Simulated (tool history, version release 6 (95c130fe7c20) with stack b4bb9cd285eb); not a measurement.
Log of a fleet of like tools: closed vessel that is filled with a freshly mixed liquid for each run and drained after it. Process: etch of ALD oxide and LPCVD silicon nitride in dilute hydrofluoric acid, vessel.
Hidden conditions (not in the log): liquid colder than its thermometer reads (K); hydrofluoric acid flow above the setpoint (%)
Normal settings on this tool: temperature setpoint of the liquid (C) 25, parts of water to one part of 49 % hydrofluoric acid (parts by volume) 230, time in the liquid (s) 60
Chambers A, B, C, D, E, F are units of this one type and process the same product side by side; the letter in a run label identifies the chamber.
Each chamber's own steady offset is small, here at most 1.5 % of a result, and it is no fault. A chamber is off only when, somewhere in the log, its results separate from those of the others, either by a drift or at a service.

run   hour  temperature setpoint of the liquid (C)  parts of water to one part of 49 % hydrofluoric acid (parts by volume)  time in the liquid (s)  hours since the thermometer was replaced  hours since the hydrofluoric acid flow meter was replaced  read-back film thickness of the ALD oxide reference wafer, read on the same gauge (nm)  read-back film thickness of the LPCVD silicon nitride reference wafer, read on the same gauge (nm)  thickness taken off the ALD oxide on a monitor wafer (nm)  thickness taken off the LPCVD silicon nitride on a monitor wafer (nm)
 1D    7.0                                      25                                                                     230                      60                                     611.1                                                     1354.2                                                                                  59.964                                                                                              49.996                                                     5.3343                                                               0.183880
 2A   11.3                                      25                                                                     230                      60                                    1665.1                                                      430.3                                                                                  60.047                                                                                              50.004                                                     5.4005                                                               0.206650
 3B   16.1                                      25                                                                     230                      60                                    1106.9                                                      136.5                                                                                  59.996                                                                                              50.032                                                     5.3598                                                               0.079390
 4C   19.9                                      25                                                                     230                      60                                    2143.2                                                      747.5                                                                                  59.998                                                                                              49.984                                                     5.3520                                                               0.122960
 5F   24.1                                      25                                                                     230                      60                                     670.4                                                      349.8                                                                                  59.984                                                                                              50.000                                                     5.2648                                                               0.161800
      24.5  -- chamber E: thermometer replaced
 6E   31.9                                      25                                                                     230                      60                                       7.4                                                     1651.2                                                                                  59.956                                                                                              49.986                                                     5.3153                                                               0.131420
 7E   37.2                                      25                                                                     230                      60                                      12.7                                                     1656.5                                                                                  59.959                                                                                              50.006                                                     5.2784                                                               0.183730
 8C   44.1                                      25                                                                     230                      60                                    2167.4                                                      771.7                                                                                  59.993                                                                                              50.001                                                     5.3104                                                               0.170780
 9B   49.6                                      25                                                                     230                      60                                    1140.4                                                      170.0                                                                                  59.961                                                                                              49.990                                                     5.3032                                                               0.175740
10A   55.4                                      25                                                                     230                      60                                    1709.2                                                      474.4                                                                                  59.977                                                                                              50.007                                                     5.3100                                                               0.119520
11F   62.8                                      25                                                                     230                      60                                     709.1                                                      388.5                                                                                  60.027                                                                                              50.016                                                     5.2421                                                               0.135470
12D   67.8                                      25                                                                     230                      60                                     671.9                                                     1415.0                                                                                  59.990                                                                                              50.018                                                     5.2943                                                               0.212090
13E   71.5                                      25                                                                     230                      60                                      47.0                                                     1690.8                                                                                  59.962                                                                                              49.993                                                     5.1779                                                               0.125250
14F   77.2                                      25                                                                     230                      60                                     723.5                                                      402.9                                                                                  59.987                                                                                              50.000                                                     5.2577                                                               0.173020
15A   83.6                                      25                                                                     230                      60                                    1737.4                                                      502.6                                                                                  59.985                                                                                              50.017                                                     5.2135                                                               0.169740
16D   88.2                                      25                                                                     230                      60                                     692.3                                                     1435.4                                                                                  59.961                                                                                              49.982                                                     5.2383                                                               0.113460
17C   95.6                                      25                                                                     230                      60                                    2218.9                                                      823.2                                                                                  59.991                                                                                              49.993                                                     5.2612                                                               0.158350
18B  103.3                                      25                                                                     230                      60                                    1194.1                                                      223.7                                                                                  60.012                                                                                              49.988                                                     5.2639                                                               0.211930
19D  110.7                                      25                                                                     230                      60                                     714.8                                                     1457.9                                                                                  59.944                                                                                              49.993                                                     5.3033                                                               0.170080
20E  114.6                                      30                                                                     230                      60                                      90.1                                                     1733.9                                                                                  60.023                                                                                              49.990                                                     6.2606                                                               0.282790
21A  120.4                                      30                                                                     230                      60                                    1774.2                                                      539.4                                                                                  60.042                                                                                              50.003                                                     6.5137                                                               0.294950
22C  126.4                                      30                                                                     230                      60                                    2249.7                                                      854.0                                                                                  59.992                                                                                              50.012                                                     6.2965                                                               0.270830
23B  134.0                                      30                                                                     230                      60                                    1224.8                                                      254.4                                                                                  60.017                                                                                              49.997                                                     6.3010                                                               0.229740
24F  138.5                                      30                                                                     230                      60                                     784.8                                                      464.2                                                                                  60.026                                                                                              49.993                                                     6.2090                                                               0.268530
25A  144.3                                      30                                                                     230                      60                                    1798.1                                                      563.3                                                                                  60.031                                                                                              50.004                                                     6.7053                                                               0.222420
26C  148.6                                      25                                                                     230                      60                                    2271.9                                                      876.2                                                                                  60.036                                                                                              49.992                                                     5.2718                                                               0.107850
     150.0  -- chamber E: hydrofluoric acid flow meter replaced
27E  155.2                                      25                                                                     230                      60                                     130.7                                                        5.3                                                                                  59.952                                                                                              49.982                                                     5.2452                                                               0.173490
28D  160.8                                      25                                                                     230                      60                                     764.9                                                     1508.0                                                                                  60.029                                                                                              50.009                                                     5.2905                                                               0.174520
29F  168.0                                      25                                                                     230                      60                                     814.3                                                      493.7                                                                                  59.965                                                                                              49.996                                                     5.2517                                                               0.168660
30B  172.2                                      25                                                                     230                      60                                    1263.0                                                      292.6                                                                                  59.992                                                                                              49.971                                                     5.2861                                                               0.174870
31D  176.8                                      25                                                                     230                      60                                     780.9                                                     1524.0                                                                                  60.004                                                                                              50.005                                                     5.3118                                                               0.131710
32C  181.8                                      25                                                                     230                      60                                    2305.1                                                      909.4                                                                                  60.008                                                                                              49.992                                                     5.1811                                                               0.144370
     185.0  -- chamber F: hydrofluoric acid flow meter replaced
33E  188.4                                      25                                                                     230                      60                                     163.9                                                       38.5                                                                                  59.967                                                                                              49.987                                                     5.3381                                                               0.142400
34F  194.2                                      25                                                                     230                      60                                     840.5                                                        9.3                                                                                  60.018                                                                                              50.008                                                     5.2622                                                               0.175970
35A  202.2                                      25                                                                     230                      60                                    1856.0                                                      621.2                                                                                  60.024                                                                                              50.007                                                     5.9299                                                               0.130250
     203.7  -- chamber B: thermometer replaced
36B  207.7                                      25                                                                     230                      60                                       4.1                                                      328.1                                                                                  59.980                                                                                              50.014                                                     5.3730                                                               0.153280
37F  214.7                                      25                                                                     230                      60                                     861.0                                                       29.8                                                                                  59.985                                                                                              50.002                                                     5.2940                                                               0.168420

All 6 chambers run these settings next. Forecast each chamber's results:
38A  220.5                                      25                                                                     295                      60                                                                                                                                                                                                                                                                                                                                                           ?                                                                      ?
38B  220.5                                      25                                                                     295                      60                                                                                                                                                                                                                                                                                                                                                           ?                                                                      ?
38C  220.5                                      25                                                                     295                      60                                                                                                                                                                                                                                                                                                                                                           ?                                                                      ?
38D  220.5                                      25                                                                     295                      60                                                                                                                                                                                                                                                                                                                                                           ?                                                                      ?
38E  220.5                                      25                                                                     295                      60                                                                                                                                                                                                                                                                                                                                                           ?                                                                      ?
38F  220.5                                      25                                                                     295                      60                                                                                                                                                                                                                                                                                                                                                           ?                                                                      ?

run  thickness taken off the ALD oxide on a monitor wafer (nm)  thickness taken off the LPCVD silicon nitride on a monitor wafer (nm)
38A                                                     4.3569                                                               0.107250
38B                                                     3.8673                                                               0.166610
38C                                                     3.8147                                                               0.110310
38D                                                     3.8477                                                               0.065951
38E                                                     3.8666                                                               0.108650
38F                                                     3.9164                                                               0.074247

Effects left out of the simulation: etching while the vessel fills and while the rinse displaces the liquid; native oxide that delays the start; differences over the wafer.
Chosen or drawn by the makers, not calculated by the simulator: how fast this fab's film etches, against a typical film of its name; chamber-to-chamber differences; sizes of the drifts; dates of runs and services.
